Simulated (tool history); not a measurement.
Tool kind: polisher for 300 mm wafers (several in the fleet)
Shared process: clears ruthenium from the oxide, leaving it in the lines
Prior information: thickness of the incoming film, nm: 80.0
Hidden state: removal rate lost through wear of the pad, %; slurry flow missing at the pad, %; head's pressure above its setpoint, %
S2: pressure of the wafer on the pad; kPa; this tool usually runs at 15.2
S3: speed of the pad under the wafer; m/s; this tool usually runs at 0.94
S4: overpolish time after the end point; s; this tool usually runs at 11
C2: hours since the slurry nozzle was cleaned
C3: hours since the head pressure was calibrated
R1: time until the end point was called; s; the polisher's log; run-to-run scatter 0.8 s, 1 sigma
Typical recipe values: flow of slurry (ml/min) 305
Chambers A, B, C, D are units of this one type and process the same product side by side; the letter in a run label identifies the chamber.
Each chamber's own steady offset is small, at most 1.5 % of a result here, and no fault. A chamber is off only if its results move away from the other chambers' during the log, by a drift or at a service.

Run 1C, hour 7.8: usual settings; wafers polished on this pad 871; C2 162.6; C3 673.2. Result: R1 61.291 s.
Run 2B, hour 15.3: usual settings; wafers polished on this pad 694; C2 365.7; C3 177.3. Result: R1 62.951 s.
At hour 26.1: chamber B: worn pad replaced by a new one.
Run 3D, hour 31.2: usual settings; wafers polished on this pad 945; C2 108.4; C3 532.4. Result: R1 62.390 s.
At hour 39.1: chamber D: worn pad replaced by a new one.
At hour 40.4: chamber C: worn pad replaced by a new one.
Run 4A, hour 45.8: usual settings; wafers polished on this pad 1056; C2 623.6; C3 190.6. Result: R1 62.711 s.
At hour 53.8: chamber A: worn pad replaced by a new one.
Run 5B, hour 53.8: usual settings; wafers polished on this pad 266; C2 404.2; C3 215.8. Result: R1 63.817 s.
Run 6D, hour 63.0: usual settings; wafers polished on this pad 229; C2 140.2; C3 564.2. Result: R1 62.559 s.
Run 7C, hour 74.1: usual settings; wafers polished on this pad 323; C2 228.9; C3 739.5. Result: R1 61.901 s.
Run 8A, hour 90.0: usual settings but flow of slurry (ml/min) 265, S3 1.22 m/s; wafers polished on this pad 347; C2 667.8; C3 234.8. Result: R1 50.033 s.
Run 9D, hour 100.6: usual settings but flow of slurry (ml/min) 265, S3 1.22 m/s; wafers polished on this pad 589; C2 177.8; C3 601.8. Result: R1 47.823 s.
At hour 109.1: chamber B: worn pad replaced by a new one.
Run 10B, hour 114.9: usual settings but flow of slurry (ml/min) 265, S3 1.22 m/s; wafers polished on this pad 56; C2 465.3; C3 276.9. Result: R1 49.605 s.
Run 11A, hour 130.2: usual settings but flow of slurry (ml/min) 265, S3 1.22 m/s; wafers polished on this pad 732; C2 708.0; C3 275.0. Result: R1 49.210 s.
At hour 138.8: chamber D: worn pad replaced by a new one.
Run 12C, hour 144.2: usual settings; wafers polished on this pad 994; C2 299.0; C3 809.6. Result: R1 62.676 s.
Run 13C, hour 157.4: usual settings; wafers polished on this pad 1121; C2 312.2; C3 822.8. Result: R1 61.355 s.
At hour 167.3: chamber C: worn pad replaced by a new one.
Run 14B, hour 169.6: usual settings; wafers polished on this pad 580; C2 520.0; C3 331.6. Result: R1 62.212 s.
Run 15D, hour 184.4: usual settings but flow of slurry (ml/min) 240, S3 0.66 m/s; wafers polished on this pad 436; C2 261.6; C3 685.6. Result: R1 89.252 s.
At hour 188.9: chamber B: slurry nozzle cleaned.
At hour 192.9: chamber B: worn pad replaced by a new one.
At hour 194.6: chamber A: worn pad replaced by a new one.
Run 16A, hour 200.2: usual settings but flow of slurry (ml/min) 240, S3 0.66 m/s; wafers polished on this pad 53; C2 778.0; C3 345.0. Result: R1 92.002 s.
Run 17B, hour 209.1: usual settings but flow of slurry (ml/min) 240, S3 0.66 m/s; wafers polished on this pad 156; C2 20.2; C3 371.1. Result: R1 90.689 s.
At hour 211.2: chamber A: slurry nozzle cleaned.
Run 18D, hour 220.2: usual settings but flow of slurry (ml/min) 240, S3 0.66 m/s; wafers polished on this pad 779; C2 297.4; C3 721.4. Result: R1 91.181 s.
Run 19A, hour 228.1: usual settings but S3 1.16 m/s; wafers polished on this pad 320; C2 16.9; C3 372.9. Result: R1 51.108 s.
At hour 233.0: chamber B: head pressure recalibrated.
Run 20C, hour 237.4: usual settings but S3 1.16 m/s; wafers polished on this pad 671; C2 392.2; C3 902.8. Result: R1 49.865 s.
At hour 247.7: chamber D: slurry nozzle cleaned.
Run 21A, hour 251.1: usual settings but S3 1.16 m/s; wafers polished on this pad 541; C2 39.9; C3 395.9. Result: R1 50.254 s.
At hour 255.4: chamber D: worn pad replaced by a new one.
Run 22B, hour 261.9: usual settings but S3 1.16 m/s; wafers polished on this pad 661; C2 73.0; C3 28.9. Result: R1 49.894 s.
Run 23C, hour 276.5: usual settings; wafers polished on this pad 1046; C2 431.3; C3 941.9. Result: R1 61.630 s.
At hour 278.9: chamber B: worn pad replaced by a new one.
Run 24D, hour 289.8: usual settings; wafers polished on this pad 330; C2 42.2; C3 791.0. Result: R1 61.278 s.
At hour 292.8: chamber C: worn pad replaced by a new one.
Run 25C, hour 298.3: usual settings; wafers polished on this pad 53; C2 453.1; C3 963.7. Result: R1 61.168 s.
Run 26B, hour 305.6: usual settings; wafers polished on this pad 256; C2 116.7; C3 72.6. Result: R1 63.256 s.
Run 27D, hour 322.1: usual settings; wafers polished on this pad 639; C2 74.5; C3 823.3. Result: R1 63.278 s.
Run 28A, hour 337.4: usual settings; wafers polished on this pad 1367; C2 126.2; C3 482.2. Result: R1 63.100 s.
At hour 339.1: chamber A: worn pad replaced by a new one.
Run 29B, hour 347.0: usual settings; wafers polished on this pad 652; C2 158.1; C3 114.0. Result: R1 61.707 s.
At hour 353.7: chamber B: worn pad replaced by a new one.
At hour 354.4: chamber C: slurry nozzle cleaned.
Run 30A, hour 357.5: usual settings; wafers polished on this pad 176; C2 146.3; C3 502.3. Result: R1 62.573 s.
At hour 366.5: chamber D: worn pad replaced by a new one.
Run 31D, hour 371.3: usual settings; wafers polished on this pad 46; C2 123.7; C3 872.5. Result: R1 61.638 s.
Run 32C, hour 381.9: usual settings; wafers polished on this pad 854; C2 27.6; C3 1047.3. Result: R1 62.542 s.
Run 33B, hour 394.2: usual settings; wafers polished on this pad 388; C2 205.3; C3 161.2. Result: R1 62.282 s.
Run 34D, hour 407.8: usual settings; wafers polished on this pad 396; C2 160.2; C3 909.0. Result: R1 62.940 s.

Is one chamber off against the others, does the gauge drift, or is nothing wrong? If a chamber is off, say which, and what the likeliest cause is.

The fleet is healthy, with each chamber sitting at its usual small offset and no drift in the gauge.
